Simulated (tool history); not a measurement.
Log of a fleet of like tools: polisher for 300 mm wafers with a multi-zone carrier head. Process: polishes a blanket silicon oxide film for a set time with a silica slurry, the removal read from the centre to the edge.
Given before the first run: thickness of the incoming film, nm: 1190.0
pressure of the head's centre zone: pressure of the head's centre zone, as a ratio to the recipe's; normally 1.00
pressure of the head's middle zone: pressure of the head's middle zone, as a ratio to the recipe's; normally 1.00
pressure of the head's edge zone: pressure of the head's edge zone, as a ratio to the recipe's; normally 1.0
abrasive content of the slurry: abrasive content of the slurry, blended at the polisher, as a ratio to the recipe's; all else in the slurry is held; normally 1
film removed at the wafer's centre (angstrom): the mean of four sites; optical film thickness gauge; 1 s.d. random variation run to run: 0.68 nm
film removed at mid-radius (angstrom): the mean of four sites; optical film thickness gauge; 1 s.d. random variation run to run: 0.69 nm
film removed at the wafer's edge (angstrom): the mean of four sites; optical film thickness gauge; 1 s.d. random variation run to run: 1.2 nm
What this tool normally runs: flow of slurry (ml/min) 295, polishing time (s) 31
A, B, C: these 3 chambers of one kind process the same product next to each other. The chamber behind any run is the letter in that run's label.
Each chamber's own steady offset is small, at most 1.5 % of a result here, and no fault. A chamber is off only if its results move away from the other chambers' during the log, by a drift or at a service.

run	hour	flow of slurry (ml/min)	pressure of the head's centre zone	pressure of the head's middle zone	pressure of the head's edge zone	abrasive content of the slurry	polishing time (s)	wafers polished on this pad	hours since the slurry nozzle was cleaned	hours since the centre zone pressure was calibrated	hours since the edge zone pressure was calibrated	film removed at the wafer's centre (angstrom)	film removed at mid-radius (angstrom)	film removed at the wafer's edge (angstrom)
1C	3.0	295	1.00	1.00	1.0	1	31	1343	243.9	431.8	585.9	1004.80	1010.90	1016.40
# hour 4.2: chamber C: worn pad replaced by a new one
2A	6.4	295	1.00	1.00	1.0	1	31	470	305.4	473.6	765.0	1019.00	1020.70	1014.70
3B	10.4	295	1.00	1.00	1.0	1	31	393	75.4	50.8	64.6	1028.00	1024.80	1006.00
4A	14.0	295	1.00	1.00	1.0	1	31	529	313.0	481.2	772.6	1025.50	1030.40	1030.30
5B	16.8	295	1.00	1.00	1.0	1	31	443	81.8	57.2	71.0	1032.30	1016.00	1033.90
6C	19.6	295	1.00	1.00	1.0	1	31	119	260.5	448.4	602.5	1003.60	1018.50	997.58
7B	22.7	295	1.00	1.00	1.0	1	31	488	87.7	63.1	76.9	1031.50	1024.00	1023.50
8A	27.0	295	1.00	1.00	1.0	1	31	630	326.0	494.2	785.6	1019.40	1021.90	1030.10
9C	31.8	295	1.00	0.92	0.9	1	31	214	272.7	460.6	614.7	995.41	944.02	961.41
10A	36.0	295	1.00	0.92	0.9	1	31	700	335.0	503.2	794.6	1020.70	959.56	979.09
11B	40.8	295	1.00	0.92	0.9	1	31	629	105.8	81.2	95.0	1018.70	937.89	963.04
12C	44.6	295	1.00	1.00	1.0	1	31	313	285.5	473.4	627.5	1003.70	1012.80	1002.70
13A	48.8	295	1.00	1.00	1.0	1	31	800	347.8	516.0	807.4	1023.60	1046.00	1028.40
14C	52.1	295	1.00	1.00	1.0	1	31	371	293.0	480.9	635.0	993.98	1011.20	1013.40
# hour 54.4: chamber B: worn pad replaced by a new one
15B	55.0	295	1.00	1.00	1.0	1	31	4	120.0	95.4	109.2	1035.10	1023.50	1012.90
16A	57.6	295	1.00	1.00	1.0	1	31	868	356.6	524.8	816.2	1012.50	1021.40	1007.60
17C	60.2	295	1.00	1.00	1.0	1	31	434	301.1	489.0	643.1	991.86	1013.10	1029.00
18B	63.1	295	1.00	1.00	1.0	1	31	67	128.1	103.5	117.3	1040.20	1025.50	1035.50
19C	66.9	295	1.00	1.00	1.0	1	31	486	307.8	495.7	649.8	1000.90	1029.40	1018.00
20A	71.6	295	1.00	1.00	1.0	1	31	977	370.6	538.8	830.2	1027.10	1032.20	1020.30
21B	75.2	295	1.00	1.00	1.0	1	31	161	140.2	115.6	129.4	1024.30	1025.50	1014.90
22A	78.4	295	1.00	1.00	1.0	1	31	1029	377.4	545.6	837.0	1018.30	1021.30	1027.20
# hour 79.4: chamber A: worn pad replaced by a new one
23B	80.8	295	1.00	1.00	1.0	1	31	205	145.8	121.2	135.0	1030.30	1013.10	1015.50
24C	84.0	295	1.00	1.00	1.0	1	31	619	324.9	512.8	666.9	1034.60	1012.40	1004.30
25C	88.2	295	1.00	1.00	1.0	1	31	652	329.1	517.0	671.1	1033.70	1020.20	1013.70
26B	92.3	295	1.00	1.00	1.0	1	31	294	157.3	132.7	146.5	1037.90	1014.60	1016.70
27A	94.8	295	1.00	1.00	1.0	1	31	120	393.8	562.0	853.4	1023.90	1037.10	1005.60
# hour 96.3: chamber C: edge zone pressure recalibrated
28A	97.9	295	0.96	1.00	1.0	1	31	144	396.9	565.1	856.5	982.26	1030.70	1030.50
29C	101.0	295	0.96	1.00	1.0	1	31	751	341.9	529.8	4.8	999.02	1009.70	1034.10
30B	103.5	295	0.96	1.00	1.0	1	31	381	168.5	143.9	157.7	983.98	1030.40	999.64
31A	108.6	295	1.00	1.00	1.0	1	31	227	407.6	575.8	867.2	1027.30	1025.00	1034.70
32B	113.4	295	1.00	1.00	1.0	1	31	458	178.4	153.8	167.6	1014.00	1024.50	1006.80
33C	116.8	295	1.00	1.00	1.0	1	31	874	357.7	545.6	20.6	1049.30	1014.60	1008.20
34B	120.5	295	1.00	1.00	1.0	1	31	513	185.5	160.9	174.7	1032.60	1024.40	1024.60
35C	124.2	295	1.00	1.00	1.0	1	31	931	365.1	553.0	28.0	1059.20	1014.50	1004.20
36A	128.8	360	1.00	1.00	1.0	1	31	384	427.8	596.0	887.4	1048.70	1054.60	1038.70
# hour 129.0: chamber C: slurry nozzle cleaned
37B	132.5	360	1.00	1.00	1.0	1	31	606	197.5	172.9	186.7	1051.10	1034.40	1022.00
# hour 134.0: chamber B: worn pad replaced by a new one
38A	135.0	360	1.00	1.00	1.0	1	31	432	434.0	602.2	893.6	1043.10	1052.20	1023.30
39C	137.5	295	1.00	1.00	1.0	1	31	1034	8.6	566.3	41.3	1094.90	1022.10	1036.10
40B	139.9	295	1.00	1.00	1.0	1	31	46	204.9	180.3	194.1	1033.20	1026.40	1004.60
41C	144.5	295	1.00	1.00	1.0	1	31	1089	15.6	573.3	48.3	1106.40	1002.50	1012.80
42A	149.3	295	1.00	1.00	1.0	1	31	543	448.3	616.5	907.9	1029.50	1035.10	1015.40
43A	153.6	295	1.00	1.00	1.0	1	31	576	452.6	620.8	912.2	1022.70	1010.70	1029.40

Is one chamber off against the others, does the gauge drift, or is nothing wrong? If a chamber is off, say which, and what the likeliest cause is.

One chamber, C, drifts off from the rest bit by bit.
What lies behind it: centre zone's pressure above its setpoint, % = 8.76.

Below are 4 candidate recipes for chamber C's next run, each the usual settings with a change, their results shown as question marks. Which of them brings C's results back in line with what the other chambers give on the usual settings?
A result is in line if it is within this distance of the other chambers' mean on the usual settings: film removed at the wafer's centre (angstrom) 24.00; film removed at mid-radius (angstrom) 24.00; film removed at the wafer's edge (angstrom) 42.00
44C-1	157.3	300	1.06	0.99	0.98	1	31					?	?	?
44C-2	157.3	290	0.94	1.01	1.02	1	31					?	?	?
44C-3	157.3	295	1.02	0.99	0.99	1	31					?	?	?
44C-4	157.3	295	0.98	1.01	1.01	1	31					?	?	?

Usual-settings mean across the other chambers: film removed at the wafer's centre (angstrom) 1030.30; film removed at mid-radius (angstrom) 1024.90; film removed at the wafer's edge (angstrom) 1022.30
run	film removed at the wafer's centre (angstrom)	film removed at mid-radius (angstrom)	film removed at the wafer's edge (angstrom)
44C-1	1176.40	1014.30	1005.60
44C-2	1028.60	1030.00	1023.90
44C-3	1126.30	1012.80	1009.60
44C-4	1078.50	1031.50	1019.90
44C-2 puts the chamber back in line with the other chambers.

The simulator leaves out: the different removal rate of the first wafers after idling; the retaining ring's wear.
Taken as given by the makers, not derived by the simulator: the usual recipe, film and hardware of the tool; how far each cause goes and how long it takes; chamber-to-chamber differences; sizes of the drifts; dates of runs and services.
